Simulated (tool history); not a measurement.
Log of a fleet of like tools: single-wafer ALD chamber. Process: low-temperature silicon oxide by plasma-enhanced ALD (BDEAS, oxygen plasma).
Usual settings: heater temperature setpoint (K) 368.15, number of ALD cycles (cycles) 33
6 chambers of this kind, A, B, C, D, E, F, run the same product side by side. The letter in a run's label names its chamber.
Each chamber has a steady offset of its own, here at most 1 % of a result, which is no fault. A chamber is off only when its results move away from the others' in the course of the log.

| run | hour | heater temperature setpoint (K) | number of ALD cycles (cycles) | hours since the last thermocouple change | read-back reference wafer on the same gauge, thickness_nm | mean film thickness on the monitor wafer (angstrom) |
|---|---|---|---|---|---|---|
| 1A | 9.8 | 368.15 | 33 | 619.9 | 3.8387 | 47.624 |
| 2B | 22.9 | 368.15 | 33 | 517.5 | 3.8403 | 48.216 |
| 3C | 31.5 | 368.15 | 33 | 2099.8 | 3.8409 | 47.6 |
| 4E | 38.1 | 368.15 | 33 | 657.8 | 3.8394 | 48.14 |
| 5F | 44.9 | 368.15 | 33 | 1612.7 | 3.8396 | 48.263 |
| 6D | 56.5 | 368.15 | 28 | 1860.4 | 3.841 | 40.908 |
| 7B | 62.9 | 368.15 | 28 | 557.5 | 3.8411 | 40.896 |
| 8A | 74 | 368.15 | 28 | 684.1 | 3.8354 | 40.646 |
| 9F | 84.5 | 368.15 | 28 | 1652.3 | 3.8393 | 40.856 |
| 10C | 96.1 | 368.15 | 28 | 2164.4 | 3.8415 | 40.617 |
| 11D | 104.7 | 368.15 | 28 | 1908.6 | 3.8421 | 40.908 |
| 12E | 117.1 | 368.15 | 33 | 736.8 | 3.8407 | 47.911 |
| 13A | 127.1 | 368.15 | 35 | 737.2 | 3.8401 | 50.78 |
| 14B | 140.5 | 368.15 | 35 | 635.1 | 3.8439 | 51.118 |
| 15E | 149.9 | 368.15 | 35 | 769.6 | 3.8384 | 50.812 |
| 16D | 157.9 | 368.15 | 35 | 1961.8 | 3.841 | 51.049 |
| 17F | 167.4 | 368.15 | 35 | 1735.2 | 3.8395 | 51.051 |
| 18C | 176 | 368.15 | 35 | 2244.3 | 3.8383 | 50.569 |
| 19F | 188 | 379.15 | 33 | 1755.8 | 3.8402 | 46.87 |
| 20C | 201.4 | 379.15 | 33 | 2269.7 | 3.8423 | 46.216 |
| 21D | 212.3 | 379.15 | 33 | 2016.2 | 3.8401 | 46.921 |
| 22A | 223.2 | 379.15 | 33 | 833.3 | 3.8374 | 46.563 |
| 23B | 236.1 | 379.15 | 33 | 730.7 | 3.8383 | 46.524 |
| 24E | 244.7 | 379.15 | 33 | 864.4 | 3.8408 | 46.476 |
| 25B | 256.9 | 368.15 | 33 | 751.5 | 3.8377 | 47.923 |
| 26D | 263.2 | 368.15 | 33 | 2067.1 | 3.8408 | 48.159 |
| 27F | 274.7 | 368.15 | 33 | 1842.5 | 3.8404 | 48.145 |
| 28C | 281.3 | 368.15 | 33 | 2349.6 | 3.8395 | 47.537 |
| 29E | 294 | 368.15 | 33 | 913.7 | 3.8398 | 48.289 |
| 30A | 308.1 | 368.15 | 33 | 918.2 | 3.8418 | 48.072 |
| 31D | 316.8 | 368.15 | 33 | 2120.7 | 3.8387 | 48.258 |
| 32B | 325.3 | 368.15 | 33 | 819.9 | 3.8398 | 48.262 |
| 33E | 338.1 | 368.15 | 33 | 957.8 | 3.8381 | 47.987 |
| 34C | 351.3 | 368.15 | 33 | 2419.6 | 3.844 | 47.603 |
| 35F | 362.9 | 368.15 | 33 | 1930.7 | 3.8408 | 48.071 |
| 36A | 369.5 | 368.15 | 29 | 979.6 | 3.8387 | 42.115 |
| 37B | 382.7 | 368.15 | 29 | 877.3 | 3.8376 | 42.54 |
| 38D | 389.6 | 368.15 | 29 | 2193.5 | 3.8395 | 42.577 |
| 39E | 399.2 | 368.15 | 29 | 1018.9 | 3.841 | 42.244 |
| 40A | 409.4 | 368.15 | 29 | 1019.5 | 3.84 | 42.092 |
| 41C | 418 | 368.15 | 29 | 2486.3 | 3.8409 | 41.612 |

All 6 chambers run these settings next. Forecast each chamber's results:
| 42A | 428.1 | 368.15 | 27 |  |  | ? |
| 42B | 428.1 | 368.15 | 27 |  |  | ? |
| 42C | 428.1 | 368.15 | 27 |  |  | ? |
| 42D | 428.1 | 368.15 | 27 |  |  | ? |
| 42E | 428.1 | 368.15 | 27 |  |  | ? |
| 42F | 428.1 | 368.15 | 27 |  |  | ? |

| run | mean film thickness on the monitor wafer (angstrom) |
|---|---|
| 42A | 39.271 |
| 42B | 39.375 |
| 42C | 39.091 |
| 42D | 39.346 |
| 42E | 39.227 |
| 42F | 39.355 |
